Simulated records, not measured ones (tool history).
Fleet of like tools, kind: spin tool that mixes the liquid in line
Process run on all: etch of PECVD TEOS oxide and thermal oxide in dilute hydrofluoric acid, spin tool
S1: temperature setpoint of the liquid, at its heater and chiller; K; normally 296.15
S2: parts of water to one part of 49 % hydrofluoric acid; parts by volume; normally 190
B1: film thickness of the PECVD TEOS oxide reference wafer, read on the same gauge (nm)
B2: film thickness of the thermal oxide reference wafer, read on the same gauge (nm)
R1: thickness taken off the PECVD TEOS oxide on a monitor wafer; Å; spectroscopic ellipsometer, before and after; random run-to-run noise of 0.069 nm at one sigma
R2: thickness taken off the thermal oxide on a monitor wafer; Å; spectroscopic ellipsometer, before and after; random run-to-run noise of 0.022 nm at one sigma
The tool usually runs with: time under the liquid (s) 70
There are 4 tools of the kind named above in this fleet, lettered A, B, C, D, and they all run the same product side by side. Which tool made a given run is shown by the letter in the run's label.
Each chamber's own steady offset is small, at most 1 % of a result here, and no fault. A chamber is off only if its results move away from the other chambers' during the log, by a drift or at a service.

Run 1A, day 0.275: usual settings; B1 49.997; B2 29.959. Result: R1 74.55 Å, R2 14.169 Å.
Run 2C, day 0.546: usual settings; B1 50.001; B2 29.977. Result: R1 73.239 Å, R2 13.883 Å.
Run 3D, day 0.708: usual settings; B1 49.996; B2 29.988. Result: R1 74.394 Å, R2 13.952 Å.
Run 4B, day 0.942: usual settings; B1 49.999; B2 30.019. Result: R1 74.509 Å, R2 14.08 Å.
Run 5D, day 1.196: usual settings but S1 294.65 K; B1 50; B2 30.017. Result: R1 69.648 Å, R2 13.322 Å.
Run 6B, day 1.367: usual settings but S1 294.65 K; B1 50.015; B2 30.013. Result: R1 69.663 Å, R2 13.513 Å.
Run 7A, day 1.546: usual settings but S1 294.65 K; B1 49.982; B2 29.995. Result: R1 71.494 Å, R2 13.51 Å.
Run 8C, day 1.696: usual settings but S1 294.65 K; B1 50.005; B2 29.988. Result: R1 69.013 Å, R2 13.542 Å.
Run 9B, day 1.862: usual settings; B1 50.009; B2 29.989. Result: R1 73.369 Å, R2 14.373 Å.
Run 10D, day 2.146: usual settings; B1 50.01; B2 30.014. Result: R1 74.617 Å, R2 14.441 Å.
Run 11C, day 2.321: usual settings; B1 49.996; B2 29.997. Result: R1 74.92 Å, R2 14.472 Å.
Run 12A, day 2.558: usual settings; B1 50.01; B2 30.01. Result: R1 74.944 Å, R2 14.354 Å.
Run 13B, day 2.8: usual settings; B1 49.992; B2 29.974. Result: R1 74.027 Å, R2 14.15 Å.
Run 14D, day 2.954: usual settings; B1 50; B2 30.013. Result: R1 73.513 Å, R2 14.173 Å.
Run 15C, day 3.142: usual settings; B1 50.011; B2 30.014. Result: R1 73.744 Å, R2 14.297 Å.
Run 16A, day 3.338: usual settings; B1 50.006; B2 29.968. Result: R1 73.869 Å, R2 13.979 Å.
Run 17A, day 3.479: usual settings; B1 49.994; B2 29.998. Result: R1 74.951 Å, R2 13.717 Å.
Run 18C, day 3.608: usual settings; B1 50.003; B2 30.015. Result: R1 74.241 Å, R2 14.09 Å.
Run 19B, day 3.892: usual settings; B1 49.991; B2 29.949. Result: R1 74.772 Å, R2 14.538 Å.
Run 20D, day 4.146: usual settings; B1 49.991; B2 29.994. Result: R1 74.14 Å, R2 14.636 Å.
Run 21D, day 4.342: usual settings; B1 49.997; B2 29.997. Result: R1 72.798 Å, R2 14.489 Å.
Run 22B, day 4.546: usual settings; B1 50.003; B2 29.998. Result: R1 74.81 Å, R2 13.939 Å.
Run 23C, day 4.779: usual settings; B1 50.009; B2 30.005. Result: R1 75.567 Å, R2 14.374 Å.
Run 24A, day 4.967: usual settings; B1 50.006; B2 30.024. Result: R1 73.885 Å, R2 14.319 Å.
Run 25A, day 5.171: usual settings; B1 50.001; B2 30. Result: R1 74.069 Å, R2 14.168 Å.
Run 26D, day 5.408: usual settings; B1 50.004; B2 30.017. Result: R1 74.515 Å, R2 14.23 Å.
Run 27B, day 5.612: usual settings; B1 49.997; B2 29.977. Result: R1 74.929 Å, R2 14.199 Å.

Each of the 4 chambers runs these same settings next. Fill in every chamber's results:
Run 28A, day 5.817: usual settings but S1 293.15 K. Result: R1 ?, R2 ?.
Run 28B, day 5.817: usual settings but S1 293.15 K. Result: R1 ?, R2 ?.
Run 28C, day 5.817: usual settings but S1 293.15 K. Result: R1 ?, R2 ?.
Run 28D, day 5.817: usual settings but S1 293.15 K. Result: R1 ?, R2 ?.

run      R1      R2
28A  65.479   12.81
28B  66.529  12.897
28C  66.398  12.805
28D  65.534  12.596
